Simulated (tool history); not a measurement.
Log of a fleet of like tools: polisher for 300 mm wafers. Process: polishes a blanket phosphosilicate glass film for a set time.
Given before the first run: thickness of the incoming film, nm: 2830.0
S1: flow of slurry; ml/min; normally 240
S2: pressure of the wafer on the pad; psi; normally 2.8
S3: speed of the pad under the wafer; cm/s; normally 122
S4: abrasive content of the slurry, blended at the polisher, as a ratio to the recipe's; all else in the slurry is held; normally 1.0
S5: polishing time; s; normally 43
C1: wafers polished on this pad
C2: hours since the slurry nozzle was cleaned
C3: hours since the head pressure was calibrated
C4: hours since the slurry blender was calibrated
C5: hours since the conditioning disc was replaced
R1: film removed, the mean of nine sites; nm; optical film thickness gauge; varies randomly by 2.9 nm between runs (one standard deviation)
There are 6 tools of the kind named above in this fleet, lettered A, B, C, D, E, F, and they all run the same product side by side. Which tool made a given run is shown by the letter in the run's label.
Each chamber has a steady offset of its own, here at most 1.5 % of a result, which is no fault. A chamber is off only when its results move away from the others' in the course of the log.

{"day": 0.288, "done": "chamber B: slurry blender recalibrated"}
{"day": 0.5, "done": "chamber B: worn pad replaced by a new one"}
{"run": "1E", "day": 0.588, "S1": 240, "S2": 2.8, "S3": 122, "S4": 1.0, "S5": 43, "C1": 771, "C2": 44.0, "C3": 597.2, "C4": 321.8, "C5": 367.1, "R1": 438.24}
{"day": 0.862, "done": "chamber D: slurry nozzle cleaned"}
{"run": "2B", "day": 1.058, "S1": 240, "S2": 2.8, "S3": 122, "S4": 1.0, "S5": 43, "C1": 148, "C2": 708.2, "C3": 993.6, "C4": 18.6, "C5": 217.8, "R1": 437.78}
{"day": 1.158, "done": "chamber B: conditioning disc replaced and pad reconditioned"}
{"run": "3F", "day": 1.45, "S1": 240, "S2": 2.8, "S3": 122, "S4": 1.0, "S5": 43, "C1": 455, "C2": 576.2, "C3": 356.2, "C4": 100.1, "C5": 113.0, "R1": 426.7}
{"day": 1.512, "done": "chamber E: slurry blender recalibrated"}
{"day": 1.746, "done": "chamber D: slurry blender recalibrated"}
{"day": 1.788, "done": "chamber E: worn pad replaced by a new one"}
{"run": "4D", "day": 1.829, "S1": 240, "S2": 2.8, "S3": 122, "S4": 1.0, "S5": 43, "C1": 544, "C2": 23.2, "C3": 408.3, "C4": 2.1, "C5": 175.9, "R1": 430.36}
{"run": "5A", "day": 2.325, "S1": 240, "S2": 2.8, "S3": 122, "S4": 1.0, "S5": 43, "C1": 1012, "C2": 397.9, "C3": 346.1, "C4": 120.0, "C5": 158.9, "R1": 425.0}
{"day": 2.333, "done": "chamber B: slurry nozzle cleaned"}
{"day": 2.571, "done": "chamber A: slurry blender recalibrated"}
{"day": 2.608, "done": "chamber A: worn pad replaced by a new one"}
{"run": "6C", "day": 2.679, "S1": 240, "S2": 2.8, "S3": 122, "S4": 1.0, "S5": 43, "C1": 781, "C2": 204.8, "C3": 1107.8, "C4": 80.3, "C5": 477.8, "R1": 428.83}
{"day": 2.9, "done": "chamber B: head pressure recalibrated"}
{"run": "7E", "day": 3.142, "S1": 240, "S2": 2.8, "S3": 122, "S4": 1.0, "S5": 43, "C1": 361, "C2": 105.3, "C3": 658.5, "C4": 39.1, "C5": 428.4, "R1": 435.7}
{"day": 3.583, "done": "chamber C: worn pad replaced by a new one"}
{"run": "8C", "day": 3.704, "S1": 240, "S2": 2.8, "S3": 122, "S4": 1.0, "S5": 43, "C1": 32, "C2": 229.4, "C3": 1132.4, "C4": 104.9, "C5": 502.4, "R1": 427.03}
{"day": 3.733, "done": "chamber F: worn pad replaced by a new one"}
{"day": 3.775, "done": "chamber E: conditioning disc replaced and pad reconditioned"}
{"day": 3.821, "done": "chamber C: slurry blender recalibrated"}
{"day": 4.067, "done": "chamber D: worn pad replaced by a new one"}
{"run": "9D", "day": 4.258, "S1": 170, "S2": 2.8, "S3": 122, "S4": 1.0, "S5": 43, "C1": 51, "C2": 81.5, "C3": 466.6, "C4": 60.4, "C5": 234.2, "R1": 413.67}
{"day": 4.629, "done": "chamber B: slurry blender recalibrated"}
{"run": "10B", "day": 4.729, "S1": 170, "S2": 2.8, "S3": 122, "S4": 1.0, "S5": 43, "C1": 1126, "C2": 57.5, "C3": 44.0, "C4": 2.4, "C5": 85.8, "R1": 412.68}
{"day": 4.904, "done": "chamber B: worn pad replaced by a new one"}
{"run": "11F", "day": 5.229, "S1": 170, "S2": 2.8, "S3": 122, "S4": 1.0, "S5": 43, "C1": 399, "C2": 666.9, "C3": 446.9, "C4": 190.8, "C5": 203.7, "R1": 404.35}
{"run": "12A", "day": 5.588, "S1": 170, "S2": 2.8, "S3": 122, "S4": 1.0, "S5": 43, "C1": 794, "C2": 476.2, "C3": 424.4, "C4": 72.5, "C5": 237.2, "R1": 412.57}
{"run": "13F", "day": 5.929, "S1": 170, "S2": 2.8, "S3": 122, "S4": 1.0, "S5": 43, "C1": 585, "C2": 683.7, "C3": 463.7, "C4": 207.6, "C5": 220.5, "R1": 406.17}
{"day": 6.138, "done": "chamber E: worn pad replaced by a new one"}
{"day": 6.308, "done": "chamber F: slurry nozzle cleaned"}
{"run": "14D", "day": 6.592, "S1": 170, "S2": 2.8, "S3": 122, "S4": 1.0, "S5": 43, "C1": 672, "C2": 137.5, "C3": 522.6, "C4": 116.4, "C5": 290.2, "R1": 407.6}
{"day": 6.7, "done": "chamber A: worn pad replaced by a new one"}
{"day": 7.062, "done": "chamber A: conditioning disc replaced and pad reconditioned"}
{"run": "15A", "day": 7.142, "S1": 240, "S2": 2.8, "S3": 122, "S4": 1.0, "S5": 43, "C1": 118, "C2": 513.5, "C3": 461.7, "C4": 109.8, "C5": 2.0, "R1": 430.99}
{"day": 7.175, "done": "chamber F: worn pad replaced by a new one"}
{"run": "16C", "day": 7.483, "S1": 240, "S2": 3.8, "S3": 122, "S4": 1.1, "S5": 43, "C1": 1038, "C2": 320.1, "C3": 1223.1, "C4": 88.0, "C5": 593.1, "R1": 606.57}
{"day": 7.821, "done": "chamber C: worn pad replaced by a new one"}
{"day": 7.979, "done": "chamber E: head pressure recalibrated"}
{"day": 8.029, "done": "chamber D: worn pad replaced by a new one"}
{"run": "17E", "day": 8.175, "S1": 240, "S2": 3.8, "S3": 122, "S4": 1.1, "S5": 43, "C1": 543, "C2": 226.1, "C3": 4.8, "C4": 159.9, "C5": 105.6, "R1": 613.47}
{"day": 8.338, "done": "chamber C: slurry blender recalibrated"}
{"day": 8.633, "done": "chamber D: head pressure recalibrated"}
{"run": "18B", "day": 8.658, "S1": 240, "S2": 3.8, "S3": 122, "S4": 1.1, "S5": 43, "C1": 1000, "C2": 151.8, "C3": 138.3, "C4": 96.7, "C5": 180.1, "R1": 609.46}
{"day": 8.792, "done": "chamber A: slurry blender recalibrated"}
{"day": 8.979, "done": "chamber B: worn pad replaced by a new one"}
{"run": "19A", "day": 8.992, "S1": 240, "S2": 3.8, "S3": 122, "S4": 1.1, "S5": 43, "C1": 610, "C2": 557.9, "C3": 506.1, "C4": 4.8, "C5": 46.4, "R1": 609.63}
{"run": "20E", "day": 9.488, "S1": 240, "S2": 3.8, "S3": 122, "S4": 1.1, "S5": 43, "C1": 893, "C2": 257.6, "C3": 36.3, "C4": 191.4, "C5": 137.1, "R1": 619.97}
{"day": 9.775, "done": "chamber F: slurry blender recalibrated"}
{"run": "21C", "day": 9.8, "S1": 240, "S2": 3.8, "S3": 122, "S4": 1.1, "S5": 43, "C1": 527, "C2": 375.7, "C3": 1278.7, "C4": 35.1, "C5": 648.7, "R1": 612.4}
{"day": 10.012, "done": "chamber E: worn pad replaced by a new one"}
{"day": 10.175, "done": "chamber B: conditioning disc replaced and pad reconditioned"}
{"day": 10.267, "done": "chamber B: slurry blender recalibrated"}
{"day": 10.379, "done": "chamber C: conditioning disc replaced and pad reconditioned"}
{"run": "22F", "day": 10.454, "S1": 240, "S2": 2.8, "S3": 122, "S4": 1.0, "S5": 43, "C1": 874, "C2": 99.6, "C3": 572.3, "C4": 16.3, "C5": 329.1, "R1": 426.74}
{"run": "23B", "day": 10.767, "S1": 240, "S2": 2.8, "S3": 122, "S4": 1.0, "S5": 43, "C1": 476, "C2": 202.4, "C3": 188.9, "C4": 12.1, "C5": 14.2, "R1": 433.0}
{"day": 11.183, "done": "chamber F: worn pad replaced by a new one"}
{"day": 11.204, "done": "chamber A: worn pad replaced by a new one"}
{"run": "24D", "day": 11.304, "S1": 240, "S2": 2.8, "S3": 122, "S4": 1.0, "S5": 43, "C1": 872, "C2": 250.6, "C3": 64.2, "C4": 229.5, "C5": 403.3, "R1": 473.32}
{"day": 11.683, "done": "chamber D: worn pad replaced by a new one"}
{"run": "25F", "day": 11.696, "S1": 240, "S2": 2.8, "S3": 122, "S4": 1.0, "S5": 43, "C1": 136, "C2": 129.4, "C3": 602.1, "C4": 46.1, "C5": 358.9, "R1": 422.31}
{"day": 12.079, "done": "chamber D: slurry blender recalibrated"}
{"day": 12.083, "done": "chamber C: slurry blender recalibrated"}
{"day": 12.292, "done": "chamber C: worn pad replaced by a new one"}
{"run": "26B", "day": 12.292, "S1": 240, "S2": 2.8, "S3": 122, "S4": 1.0, "S5": 43, "C1": 882, "C2": 239.0, "C3": 225.5, "C4": 48.7, "C5": 50.8, "R1": 431.91}
{"run": "27A", "day": 12.717, "S1": 240, "S2": 2.8, "S3": 122, "S4": 1.0, "S5": 43, "C1": 402, "C2": 647.3, "C3": 595.5, "C4": 94.2, "C5": 135.8, "R1": 428.53}
{"day": 12.954, "done": "chamber C: slurry nozzle cleaned"}
{"day": 12.971, "done": "chamber D: conditioning disc replaced and pad reconditioned"}
{"day": 13.096, "done": "chamber B: worn pad replaced by a new one"}
{"run": "28E", "day": 13.162, "S1": 240, "S2": 2.8, "S3": 122, "S4": 1.0, "S5": 43, "C1": 839, "C2": 345.8, "C3": 124.5, "C4": 279.6, "C5": 225.3, "R1": 436.15}
{"run": "29D", "day": 13.508, "S1": 240, "S2": 2.8, "S3": 122, "S4": 1.0, "S5": 43, "C1": 486, "C2": 303.5, "C3": 117.1, "C4": 34.4, "C5": 13.0, "R1": 471.25}
{"day": 13.671, "done": "chamber C: head pressure recalibrated"}
{"run": "30C", "day": 13.892, "S1": 240, "S2": 2.8, "S3": 122, "S4": 1.0, "S5": 43, "C1": 427, "C2": 22.5, "C3": 5.3, "C4": 43.5, "C5": 84.4, "R1": 426.34}
{"day": 13.992, "done": "chamber E: worn pad replaced by a new one"}
{"run": "31A", "day": 14.188, "S1": 240, "S2": 2.8, "S3": 122, "S4": 1.0, "S5": 43, "C1": 794, "C2": 682.6, "C3": 630.8, "C4": 129.5, "C5": 171.1, "R1": 426.61}
{"day": 14.504, "done": "chamber A: slurry blender recalibrated"}
{"run": "32E", "day": 14.55, "S1": 240, "S2": 2.8, "S3": 122, "S4": 1.0, "S5": 43, "C1": 149, "C2": 379.1, "C3": 157.8, "C4": 312.9, "C5": 258.6, "R1": 428.85}
{"day": 14.721, "done": "chamber F: worn pad replaced by a new one"}
{"run": "33C", "day": 14.971, "S1": 240, "S2": 2.8, "S3": 122, "S4": 1.0, "S5": 43, "C1": 714, "C2": 48.4, "C3": 31.2, "C4": 69.4, "C5": 110.3, "R1": 427.83}
{"day": 15.0, "done": "chamber D: slurry nozzle cleaned"}
{"day": 15.112, "done": "chamber A: worn pad replaced by a new one"}
{"run": "34B", "day": 15.458, "S1": 240, "S2": 2.8, "S3": 122, "S4": 1.0, "S5": 43, "C1": 630, "C2": 315.0, "C3": 301.5, "C4": 124.7, "C5": 126.8, "R1": 434.19}
{"day": 15.662, "done": "chamber B: slurry blender recalibrated"}
{"run": "35F", "day": 15.888, "S1": 240, "S2": 2.8, "S3": 122, "S4": 1.0, "S5": 43, "C1": 311, "C2": 230.0, "C3": 702.7, "C4": 146.7, "C5": 459.5, "R1": 422.74}
{"day": 15.971, "done": "chamber D: worn pad replaced by a new one"}
{"day": 16.158, "done": "chamber C: worn pad replaced by a new one"}
{"day": 16.412, "done": "chamber C: slurry blender recalibrated"}
{"run": "36D", "day": 16.488, "S1": 240, "S2": 2.8, "S3": 122, "S4": 1.0, "S5": 43, "C1": 137, "C2": 35.8, "C3": 188.6, "C4": 105.9, "C5": 84.5, "R1": 472.05}
{"day": 16.633, "done": "chamber B: worn pad replaced by a new one"}
{"day": 17.083, "done": "chamber A: head pressure recalibrated"}
{"run": "37D", "day": 17.129, "S1": 240, "S2": 2.8, "S3": 122, "S4": 1.0, "S5": 43, "C1": 308, "C2": 51.2, "C3": 204.0, "C4": 121.3, "C5": 99.9, "R1": 470.65}
{"day": 17.317, "done": "chamber F: conditioning disc replaced and pad reconditioned"}
{"run": "38F", "day": 17.692, "S1": 240, "S2": 2.8, "S3": 122, "S4": 1.0, "S5": 43, "C1": 791, "C2": 273.3, "C3": 746.0, "C4": 190.0, "C5": 9.1, "R1": 432.71}
{"run": "39C", "day": 18.162, "S1": 240, "S2": 2.8, "S3": 122, "S4": 1.0, "S5": 43, "C1": 534, "C2": 125.0, "C3": 107.8, "C4": 42.1, "C5": 186.9, "R1": 428.99}
{"day": 18.229, "done": "chamber B: conditioning disc replaced and pad reconditioned"}
{"run": "40A", "day": 18.792, "S1": 240, "S2": 2.8, "S3": 122, "S4": 1.0, "S5": 43, "C1": 980, "C2": 793.1, "C3": 41.0, "C4": 103.0, "C5": 281.6, "R1": 431.83}
{"run": "41B", "day": 19.462, "S1": 240, "S2": 2.8, "S3": 122, "S4": 1.0, "S5": 43, "C1": 753, "C2": 411.1, "C3": 397.6, "C4": 91.3, "C5": 29.6, "R1": 434.14}

Next, all 6 chambers run the settings below, one line each with question marks for the results. What does each chamber give?
{"run": "42A", "day": 19.954, "S1": 240, "S2": 2.8, "S3": 122, "S4": 1.0, "S5": 43, "R1": "?"}
{"run": "42B", "day": 19.954, "S1": 240, "S2": 2.8, "S3": 122, "S4": 1.0, "S5": 43, "R1": "?"}
{"run": "42C", "day": 19.954, "S1": 240, "S2": 2.8, "S3": 122, "S4": 1.0, "S5": 43, "R1": "?"}
{"run": "42D", "day": 19.954, "S1": 240, "S2": 2.8, "S3": 122, "S4": 1.0, "S5": 43, "R1": "?"}
{"run": "42E", "day": 19.954, "S1": 240, "S2": 2.8, "S3": 122, "S4": 1.0, "S5": 43, "R1": "?"}
{"run": "42F", "day": 19.954, "S1": 240, "S2": 2.8, "S3": 122, "S4": 1.0, "S5": 43, "R1": "?"}

run=42A R1=434.72
run=42B R1=432.70
run=42C R1=429.84
run=42D R1=466.22
run=42E R1=434.86
run=42F R1=427.66
